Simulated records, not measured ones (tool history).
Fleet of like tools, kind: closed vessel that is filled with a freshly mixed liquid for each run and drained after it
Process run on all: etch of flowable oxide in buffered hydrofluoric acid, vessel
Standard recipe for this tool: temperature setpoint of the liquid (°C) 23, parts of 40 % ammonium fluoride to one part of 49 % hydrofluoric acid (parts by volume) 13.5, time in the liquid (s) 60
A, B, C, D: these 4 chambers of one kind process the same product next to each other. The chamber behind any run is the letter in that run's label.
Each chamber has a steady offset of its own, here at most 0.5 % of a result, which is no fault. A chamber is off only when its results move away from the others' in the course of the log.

run     day  temperature setpoint of the liquid (°C)  parts of 40 % ammonium fluoride to one part of 49 % hydrofluoric acid (parts by volume)  time in the liquid (s)  read-back film thickness of the flowable oxide reference wafer, read on the same gauge (nm)  thickness taken off the flowable oxide on a monitor wafer (Å)
 1B   0.321                                       23                                                                                     13.5                      60                                                                                       50.021                                                        1428.50
 2C   0.504                                       23                                                                                     13.5                      60                                                                                       50.003                                                        1449.20
 3D   0.658                                       23                                                                                     13.5                      60                                                                                       50.002                                                        1406.10
 4A   0.929                                       23                                                                                     13.5                      60                                                                                       50.002                                                        1428.50
 5C   1.112                                       23                                                                                     17.0                      30                                                                                       50.034                                                         565.19
 6A   1.433                                       23                                                                                     17.0                      30                                                                                       50.012                                                         579.31
 7D   1.708                                       23                                                                                     17.0                      30                                                                                       50.005                                                         575.49
 8B   2.021                                       23                                                                                     17.0                      30                                                                                       50.017                                                         564.65
 9D   2.296                                       23                                                                                     13.5                      60                                                                                       50.029                                                        1434.50
10B   2.512                                       23                                                                                     16.0                      45                                                                                       49.974                                                         893.18
11A   2.721                                       23                                                                                     16.0                      45                                                                                       49.996                                                         897.21
12C   2.871                                       23                                                                                     16.0                      45                                                                                       49.991                                                         910.85
13D   3.196                                       23                                                                                     16.0                      45                                                                                       50.013                                                         898.74
14C   3.375                                       23                                                                                     13.5                      60                                                                                       50.009                                                        1432.10
15A   3.542                                       23                                                                                     13.5                      60                                                                                       49.984                                                        1412.80
16B   3.717                                       23                                                                                     13.5                      60                                                                                       50.020                                                        1435.20
17C   3.867                                       23                                                                                     13.5                      60                                                                                       50.008                                                        1405.30
18D   4.154                                       23                                                                                     13.5                      60                                                                                       49.998                                                        1443.30
19A   4.304                                       23                                                                                     13.5                      60                                                                                       49.999                                                        1443.30
20B   4.500                                       23                                                                                     13.5                      60                                                                                       49.978                                                        1434.50
21C   4.708                                       23                                                                                     13.5                      60                                                                                       50.013                                                        1435.30
22A   5.012                                       23                                                                                     13.5                      60                                                                                       50.039                                                        1416.70
23B   5.246                                       23                                                                                     13.5                      60                                                                                       49.988                                                        1442.20
24D   5.421                                       23                                                                                     13.5                      60                                                                                       50.005                                                        1435.00
25A   5.688                                       23                                                                                     13.5                      60                                                                                       49.973                                                        1411.70
26B   5.842                                       23                                                                                     13.5                      60                                                                                       49.997                                                        1416.10
27D   6.154                                       23                                                                                     13.5                      60                                                                                       49.968                                                        1430.50
28C   6.467                                       23                                                                                     13.5                      60                                                                                       49.982                                                        1422.40
29A   6.708                                       23                                                                                     13.5                      60                                                                                       50.019                                                        1424.00
30B   6.979                                       23                                                                                     13.5                      60                                                                                       50.006                                                        1416.30
31D   7.296                                       23                                                                                     13.5                      60                                                                                       49.976                                                        1416.40
32C   7.446                                       23                                                                                     13.5                      60                                                                                       50.038                                                        1418.10
33D   7.721                                       23                                                                                     13.5                      60                                                                                       49.986                                                        1432.30
34A   7.992                                       23                                                                                     13.5                      60                                                                                       50.002                                                        1415.20
35B   8.192                                       23                                                                                     13.5                      60                                                                                       50.033                                                        1413.30
36C   8.433                                       23                                                                                     13.5                      60                                                                                       49.996                                                        1400.50
37C   8.700                                       19                                                                                     13.5                      35                                                                                       49.977                                                         660.34
38D   8.900                                       19                                                                                     13.5                      35                                                                                       49.973                                                         670.29
39B   9.171                                       19                                                                                     13.5                      35                                                                                       49.985                                                         671.25
40A   9.417                                       19                                                                                     13.5                      35                                                                                       49.994                                                         668.76
41C   9.750                                       23                                                                                     13.5                      60                                                                                       50.001                                                        1433.80
42B   9.996                                       23                                                                                     13.5                      60                                                                                       49.972                                                        1441.80
43A  10.258                                       23                                                                                     13.5                      60                                                                                       50.009                                                        1427.60
44D  10.525                                       23                                                                                     13.5                      60                                                                                       50.041                                                        1438.40

Decide between three cases: one chamber stands off from its peers, the gauge reading all wafers drifts, or nothing is wrong past each chamber's small offset. Where a chamber is off, say which and what most likely put it there.

All chambers stay in line apart from their small fixed offsets, and the gauge does not drift.

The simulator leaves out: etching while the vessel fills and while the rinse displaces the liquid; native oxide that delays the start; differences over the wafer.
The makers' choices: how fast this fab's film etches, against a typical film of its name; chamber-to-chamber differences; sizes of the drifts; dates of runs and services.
